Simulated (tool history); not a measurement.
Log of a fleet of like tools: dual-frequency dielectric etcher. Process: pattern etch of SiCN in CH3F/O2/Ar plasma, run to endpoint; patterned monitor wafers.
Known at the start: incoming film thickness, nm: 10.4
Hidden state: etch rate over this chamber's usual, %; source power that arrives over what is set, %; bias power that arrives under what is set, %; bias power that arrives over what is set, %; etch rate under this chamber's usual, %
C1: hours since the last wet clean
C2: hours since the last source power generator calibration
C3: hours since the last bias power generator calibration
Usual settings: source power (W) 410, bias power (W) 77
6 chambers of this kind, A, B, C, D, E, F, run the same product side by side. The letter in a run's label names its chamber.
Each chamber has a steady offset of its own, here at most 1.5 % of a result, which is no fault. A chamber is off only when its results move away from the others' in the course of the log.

run 1E day=0.338 | source_power_(W)=410 bias_power_(W)=77 | C1=353.7 C2=1653.6 C3=920.6 | endpoint_time_(s)=26.719
run 2A day=0.533 | source_power_(W)=410 bias_power_(W)=77 | C1=76.2 C2=1997.1 C3=1438.9 | endpoint_time_(s)=26.76
run 3D day=0.754 | source_power_(W)=410 bias_power_(W)=77 | C1=413.9 C2=3429.1 C3=1244.3 | endpoint_time_(s)=26.824
run 4B day=1.05 | source_power_(W)=410 bias_power_(W)=77 | C1=77.8 C2=905 C3=1462.2 | endpoint_time_(s)=27.233
run 5C day=1.392 | source_power_(W)=410 bias_power_(W)=92 | C1=53.6 C2=3536.3 C3=552.7 | endpoint_time_(s)=25.151
run 6F day=1.642 | source_power_(W)=410 bias_power_(W)=92 | C1=44 C2=3431.4 C3=249.7 | endpoint_time_(s)=25.201
run 7B day=1.908 | source_power_(W)=410 bias_power_(W)=92 | C1=98.4 C2=925.6 C3=1482.8 | endpoint_time_(s)=25.305
run 8D day=2.133 | source_power_(W)=410 bias_power_(W)=92 | C1=447 C2=3462.2 C3=1277.4 | endpoint_time_(s)=25.068
-- day=2.238 chamber D: wet clean of the chamber
run 9C day=2.367 | source_power_(W)=410 bias_power_(W)=92 | C1=77 C2=3559.7 C3=576.1 | endpoint_time_(s)=25.27
run 10A day=2.567 | source_power_(W)=410 bias_power_(W)=92 | C1=125 C2=2045.9 C3=1487.7 | endpoint_time_(s)=25.168
run 11F day=2.846 | source_power_(W)=410 bias_power_(W)=77 | C1=72.9 C2=3460.3 C3=278.6 | endpoint_time_(s)=26.959
run 12E day=3.071 | source_power_(W)=410 bias_power_(W)=77 | C1=419.3 C2=1719.2 C3=986.2 | endpoint_time_(s)=27.07
run 13C day=3.329 | source_power_(W)=410 bias_power_(W)=77 | C1=100.1 C2=3582.8 C3=599.2 | endpoint_time_(s)=26.804
run 14B day=3.496 | source_power_(W)=410 bias_power_(W)=77 | C1=136.5 C2=963.7 C3=1520.9 | endpoint_time_(s)=27.141
run 15A day=3.675 | source_power_(W)=410 bias_power_(W)=77 | C1=151.6 C2=2072.5 C3=1514.3 | endpoint_time_(s)=26.772
run 16D day=3.879 | source_power_(W)=410 bias_power_(W)=77 | C1=39.5 C2=3504.1 C3=1319.3 | endpoint_time_(s)=26.972
run 17E day=4.167 | source_power_(W)=320 bias_power_(W)=70 | C1=445.6 C2=1745.5 C3=1012.5 | endpoint_time_(s)=30.661
run 18F day=4.342 | source_power_(W)=320 bias_power_(W)=70 | C1=108.8 C2=3496.2 C3=314.5 | endpoint_time_(s)=30.558
run 19B day=4.579 | source_power_(W)=320 bias_power_(W)=70 | C1=162.5 C2=989.7 C3=1546.9 | endpoint_time_(s)=30.95
run 20C day=4.829 | source_power_(W)=320 bias_power_(W)=70 | C1=136.1 C2=3618.8 C3=635.2 | endpoint_time_(s)=30.471
run 21D day=5.1 | source_power_(W)=320 bias_power_(W)=70 | C1=68.8 C2=3533.4 C3=1348.6 | endpoint_time_(s)=30.668
run 22A day=5.392 | source_power_(W)=320 bias_power_(W)=70 | C1=192.8 C2=2113.7 C3=1555.5 | endpoint_time_(s)=30.653
run 23F day=5.712 | source_power_(W)=410 bias_power_(W)=77 | C1=141.7 C2=3529.1 C3=347.4 | endpoint_time_(s)=26.945
run 24E day=5.904 | source_power_(W)=410 bias_power_(W)=77 | C1=487.3 C2=1787.2 C3=1054.2 | endpoint_time_(s)=27.414
run 25B day=6.246 | source_power_(W)=410 bias_power_(W)=77 | C1=202.5 C2=1029.7 C3=1586.9 | endpoint_time_(s)=27.034
run 26E day=6.492 | source_power_(W)=410 bias_power_(W)=77 | C1=501.4 C2=1801.3 C3=1068.3 | endpoint_time_(s)=27.476
run 27A day=6.683 | source_power_(W)=480 bias_power_(W)=77 | C1=223.8 C2=2144.7 C3=1586.5 | endpoint_time_(s)=25.352
run 28C day=6.908 | source_power_(W)=480 bias_power_(W)=77 | C1=186 C2=3668.7 C3=685.1 | endpoint_time_(s)=25.108
run 29F day=7.092 | source_power_(W)=480 bias_power_(W)=77 | C1=174.8 C2=3562.2 C3=380.5 | endpoint_time_(s)=25.347
run 30D day=7.304 | source_power_(W)=480 bias_power_(W)=77 | C1=121.7 C2=3586.3 C3=1401.5 | endpoint_time_(s)=25.248
run 31B day=7.529 | source_power_(W)=480 bias_power_(W)=77 | C1=233.3 C2=1060.5 C3=1617.7 | endpoint_time_(s)=25.506
run 32C day=7.733 | source_power_(W)=480 bias_power_(W)=77 | C1=205.8 C2=3688.5 C3=704.9 | endpoint_time_(s)=25.402
run 33F day=7.954 | source_power_(W)=410 bias_power_(W)=77 | C1=195.5 C2=3582.9 C3=401.2 | endpoint_time_(s)=27.043
run 34E day=8.221 | source_power_(W)=410 bias_power_(W)=77 | C1=542.9 C2=1842.8 C3=1109.8 | endpoint_time_(s)=27.832
run 35A day=8.388 | source_power_(W)=470 bias_power_(W)=87 | C1=264.7 C2=2185.6 C3=1627.4 | endpoint_time_(s)=24.595
run 36D day=8.575 | source_power_(W)=470 bias_power_(W)=87 | C1=152.2 C2=3616.8 C3=1432 | endpoint_time_(s)=24.363
run 37A day=8.8 | source_power_(W)=470 bias_power_(W)=87 | C1=274.6 C2=2195.5 C3=1637.3 | endpoint_time_(s)=24.468

Is one chamber off against the others, does the gauge drift, or is nothing wrong? If a chamber is off, say which, and what the likeliest cause is.

Chamber E drifts away from the others.
Cause: etch rate under this chamber's usual, % = 3.48.

Here are 4 candidates for chamber E's next run, each the usual settings with a change, their results left as question marks. Which one brings its results back in line with what the others give on the usual settings?
In line means no further than this from the other chambers' mean on the usual settings: endpoint time (s) 0.35
run 38E-1 day=9.05 | source_power_(W)=400 bias_power_(W)=77 | endpoint_time_(s)=?
run 38E-2 day=9.05 | source_power_(W)=420 bias_power_(W)=78 | endpoint_time_(s)=?
run 38E-3 day=9.05 | source_power_(W)=430 bias_power_(W)=80 | endpoint_time_(s)=?
run 38E-4 day=9.05 | source_power_(W)=410 bias_power_(W)=70 | endpoint_time_(s)=?

The other chambers' mean on the usual settings: endpoint time (s) 26.933
run=38E-1 endpoint_time_(s)=28.133
run=38E-2 endpoint_time_(s)=27.492
run=38E-3 endpoint_time_(s)=27.001
run=38E-4 endpoint_time_(s)=28.836
38E-3 brings the chamber back in line.
